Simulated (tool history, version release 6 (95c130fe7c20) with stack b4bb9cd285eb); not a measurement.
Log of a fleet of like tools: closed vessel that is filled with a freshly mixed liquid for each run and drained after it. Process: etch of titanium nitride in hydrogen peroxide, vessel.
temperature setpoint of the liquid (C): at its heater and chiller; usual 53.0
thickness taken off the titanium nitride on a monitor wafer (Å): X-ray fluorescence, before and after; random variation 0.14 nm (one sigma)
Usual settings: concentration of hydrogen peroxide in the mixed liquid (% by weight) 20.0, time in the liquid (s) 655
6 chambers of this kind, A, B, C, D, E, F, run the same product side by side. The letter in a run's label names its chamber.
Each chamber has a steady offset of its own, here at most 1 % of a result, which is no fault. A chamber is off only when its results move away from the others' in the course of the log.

| run | day | temperature setpoint of the liquid (C) | concentration of hydrogen peroxide in the mixed liquid (% by weight) | time in the liquid (s) | hours since the thermometer was replaced | hours since the peroxide flow meter was replaced | hours since the drum of peroxide was connected | read-back film thickness of the titanium nitride reference wafer, read on the same gauge (nm) | thickness taken off the titanium nitride on a monitor wafer (Å) |
|---|---|---|---|---|---|---|---|---|---|
| 1E | 0.117 | 53.0 | 20.0 | 655 | 792.4 | 1847.8 | 237.6 | 99.965 | 202.38 |
| 2A | 0.271 | 53.0 | 20.0 | 655 | 688.3 | 504.7 | 436.1 | 100.010 | 201.33 |
| 3D | 0.521 | 53.0 | 20.0 | 655 | 2118.2 | 394.9 | 137.3 | 99.998 | 199.32 |
| 4B | 0.642 | 53.0 | 20.0 | 655 | 103.2 | 266.7 | 644.6 | 100.030 | 199.57 |
|  | 0.758 | chamber E: peroxide flow meter replaced |
| 5C | 0.812 | 53.0 | 20.0 | 655 | 1376.9 | 1364.4 | 403.5 | 99.981 | 204.21 |
| 6F | 1.042 | 53.0 | 20.0 | 655 | 2920.2 | 63.0 | 313.9 | 99.979 | 199.74 |
|  | 1.121 | chamber D: thermometer replaced |
| 7E | 1.262 | 53.0 | 20.0 | 655 | 819.9 | 12.2 | 265.1 | 99.996 | 202.24 |
| 8A | 1.417 | 53.0 | 20.0 | 655 | 715.8 | 532.2 | 463.6 | 99.971 | 204.63 |
| 9B | 1.562 | 53.0 | 20.0 | 655 | 125.3 | 288.8 | 666.7 | 99.947 | 198.08 |
| 10D | 1.754 | 53.0 | 20.0 | 655 | 15.2 | 424.5 | 166.9 | 99.988 | 203.37 |
| 11F | 1.912 | 53.0 | 20.0 | 655 | 2941.1 | 83.9 | 334.8 | 100.020 | 199.19 |
| 12C | 2.100 | 53.0 | 20.0 | 655 | 1407.8 | 1395.3 | 434.4 | 99.972 | 201.18 |
| 13B | 2.254 | 53.0 | 20.0 | 655 | 141.9 | 305.4 | 683.3 | 100.010 | 200.75 |
| 14D | 2.421 | 53.0 | 20.0 | 655 | 31.2 | 440.5 | 182.9 | 100.020 | 201.74 |
| 15F | 2.579 | 53.0 | 20.0 | 655 | 2957.1 | 99.9 | 350.8 | 100.010 | 200.27 |
| 16E | 2.783 | 53.0 | 20.0 | 655 | 856.4 | 48.7 | 301.6 | 100.000 | 201.91 |
| 17C | 2.967 | 53.0 | 20.0 | 655 | 1428.6 | 1416.1 | 455.2 | 99.972 | 202.16 |
| 18A | 3.121 | 53.0 | 20.0 | 655 | 756.7 | 573.1 | 504.5 | 100.040 | 202.83 |
| 19A | 3.379 | 57.5 | 25.5 | 655 | 762.9 | 579.3 | 510.7 | 100.030 | 292.20 |
| 20D | 3.575 | 57.5 | 25.5 | 655 | 58.9 | 468.2 | 210.6 | 99.982 | 289.68 |
| 21C | 3.750 | 57.5 | 25.5 | 655 | 1447.4 | 1434.9 | 474.0 | 99.984 | 292.50 |
| 22B | 3.933 | 57.5 | 25.5 | 655 | 182.2 | 345.7 | 723.6 | 100.000 | 294.51 |
| 23F | 4.054 | 57.5 | 25.5 | 655 | 2992.5 | 135.3 | 386.2 | 100.020 | 287.34 |
| 24E | 4.233 | 57.5 | 25.5 | 655 | 891.2 | 83.5 | 336.4 | 100.000 | 292.98 |
| 25A | 4.375 | 53.0 | 20.0 | 655 | 786.8 | 603.2 | 534.6 | 100.000 | 197.51 |
|  | 4.471 | chamber E: new drum of peroxide connected |
| 26E | 4.492 | 53.0 | 20.0 | 655 | 897.4 | 89.7 | 0.5 | 100.050 | 204.55 |
| 27C | 4.625 | 53.0 | 20.0 | 655 | 1468.4 | 1455.9 | 495.0 | 100.010 | 199.61 |
| 28B | 4.871 | 53.0 | 20.0 | 655 | 204.7 | 368.2 | 746.1 | 99.975 | 200.72 |
| 29F | 5.062 | 53.0 | 20.0 | 655 | 3016.7 | 159.5 | 410.4 | 100.010 | 200.14 |
| 30D | 5.317 | 53.0 | 20.0 | 655 | 100.7 | 510.0 | 252.4 | 100.020 | 198.85 |
|  | 5.383 | chamber F: thermometer replaced |
| 31E | 5.517 | 53.0 | 20.0 | 655 | 922.0 | 114.3 | 25.1 | 100.000 | 203.18 |
| 32A | 5.642 | 48.0 | 22.0 | 655 | 817.2 | 633.6 | 565.0 | 100.000 | 137.98 |
| 33F | 5.758 | 48.0 | 22.0 | 655 | 9.1 | 176.2 | 427.1 | 99.976 | 142.62 |
| 34D | 5.938 | 48.0 | 22.0 | 655 | 115.6 | 524.9 | 267.3 | 100.020 | 144.51 |
| 35B | 6.071 | 48.0 | 22.0 | 655 | 233.5 | 397.0 | 774.9 | 100.030 | 143.40 |
| 36C | 6.229 | 48.0 | 22.0 | 655 | 1506.9 | 1494.4 | 533.5 | 100.010 | 142.75 |
| 37E | 6.425 | 48.0 | 22.0 | 655 | 943.8 | 136.1 | 46.9 | 99.980 | 144.90 |
| 38D | 6.679 | 53.0 | 20.0 | 655 | 133.4 | 542.7 | 285.1 | 99.999 | 203.49 |
| 39C | 6.912 | 53.0 | 20.0 | 655 | 1523.3 | 1510.8 | 549.9 | 100.010 | 200.89 |
| 40F | 7.050 | 53.0 | 20.0 | 655 | 40.1 | 207.2 | 458.1 | 100.040 | 199.38 |
| 41B | 7.175 | 53.0 | 20.0 | 655 | 260.0 | 423.5 | 801.4 | 99.997 | 201.23 |
| 42A | 7.300 | 53.0 | 20.0 | 655 | 857.0 | 673.4 | 604.8 | 99.984 | 188.06 |

What goes on in this fleet: one chamber off, a drifting gauge, or nothing beyond the chambers' own small offsets? Name the chamber and the cause, if any.

Chamber A drifts away from the others.
Cause: liquid colder than its thermometer reads (K) = 1.04.

Here are 4 candidates for chamber A's next run, each the usual settings with a change, their results left as question marks. Which one brings its results back in line with what the others give on the usual settings?
In line means no further than this from the other chambers' mean on the usual settings: thickness taken off the titanium nitride on a monitor wafer (Å) 5.00
| 43A-1 | 7.483 | 53.5 | 20.0 | 675 |  |  |  |  | ? |
| 43A-2 | 7.483 | 52.0 | 20.0 | 655 |  |  |  |  | ? |
| 43A-3 | 7.483 | 52.0 | 20.0 | 620 |  |  |  |  | ? |
| 43A-4 | 7.483 | 54.0 | 20.0 | 685 |  |  |  |  | ? |

The other chambers' mean on the usual settings: thickness taken off the titanium nitride on a monitor wafer (Å) 201.06
| run | thickness taken off the titanium nitride on a monitor wafer (Å) |
|---|---|
| 43A-1 | 199.65 |
| 43A-2 | 174.29 |
| 43A-3 | 164.97 |
| 43A-4 | 209.93 |
43A-1 brings the chamber back in line.
